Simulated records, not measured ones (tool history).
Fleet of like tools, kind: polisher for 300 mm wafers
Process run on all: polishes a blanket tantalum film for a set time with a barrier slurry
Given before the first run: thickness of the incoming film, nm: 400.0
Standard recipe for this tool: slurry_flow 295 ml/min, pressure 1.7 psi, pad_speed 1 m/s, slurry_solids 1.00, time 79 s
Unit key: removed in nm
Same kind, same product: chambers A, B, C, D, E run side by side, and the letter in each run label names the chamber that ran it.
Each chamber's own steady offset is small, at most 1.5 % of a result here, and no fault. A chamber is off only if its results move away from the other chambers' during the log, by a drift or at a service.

run	hour	slurry_flow	pressure	pad_speed	slurry_solids	time	removed
1C	4.6	295	1.7	1	1.00	79	134.930
# hour 5.3: chamber C: worn pad replaced by a new one
2B	12.1	295	1.7	1	1.00	79	136.410
3A	16.8	295	1.7	1	1.00	79	137.390
4E	24.4	295	1.7	1	1.00	79	132.950
5D	30.4	295	1.7	1	1.00	79	135.990
6A	34.3	295	1.7	1	1.15	79	143.910
7C	40.2	295	1.7	1	1.15	79	140.590
# hour 43.7: chamber A: worn pad replaced by a new one
8B	44.4	295	1.7	1	1.15	79	142.770
9D	49.1	295	1.7	1	1.15	79	141.220
10E	54.4	295	1.7	1	1.15	79	139.760
11A	62.3	295	1.7	1	1.00	79	134.460
12B	68.3	295	1.3	1	1.00	79	105.760
13D	76.2	295	1.3	1	1.00	79	103.210
14C	82.7	295	1.3	1	1.00	79	102.520
# hour 83.5: chamber E: head pressure recalibrated
15E	90.0	295	1.3	1	1.00	79	102.370
# hour 93.9: chamber B: slurry blender recalibrated
16A	96.4	295	1.3	1	1.00	79	109.220
17E	104.1	295	1.7	1	1.00	79	131.020
# hour 104.3: chamber C: slurry nozzle cleaned
18B	111.6	295	1.7	1	1.00	79	135.080
19D	118.0	295	1.7	1	1.00	79	135.270
20C	124.8	295	1.7	1	1.00	79	135.280
21A	130.3	295	1.7	1	1.00	57	103.600
# hour 132.8: chamber D: worn pad replaced by a new one
22B	136.2	295	1.7	1	1.00	57	98.521
23E	142.1	295	1.7	1	1.00	57	94.478
24D	150.2	295	1.7	1	1.00	57	97.900
# hour 156.2: chamber E: slurry blender recalibrated
25C	156.9	295	1.7	1	1.00	57	98.219
26E	165.0	295	1.7	1	1.00	79	137.430
# hour 167.4: chamber C: worn pad replaced by a new one
27C	169.9	295	1.7	1	1.00	79	133.260
28D	173.9	295	1.7	1	1.00	79	139.050
# hour 178.9: chamber B: worn pad replaced by a new one
29A	182.0	295	1.7	1	1.00	79	146.510
30B	187.8	295	1.7	1	1.00	79	136.560

For the next run the whole fleet of 5 chambers uses the same settings. Give each chamber's results:
31A	194.3	295	1.7	1	1.10	79	?
31B	194.3	295	1.7	1	1.10	79	?
31C	194.3	295	1.7	1	1.10	79	?
31D	194.3	295	1.7	1	1.10	79	?
31E	194.3	295	1.7	1	1.10	79	?

run	removed
31A	150.150
31B	140.820
31C	139.610
31D	140.900
31E	134.270
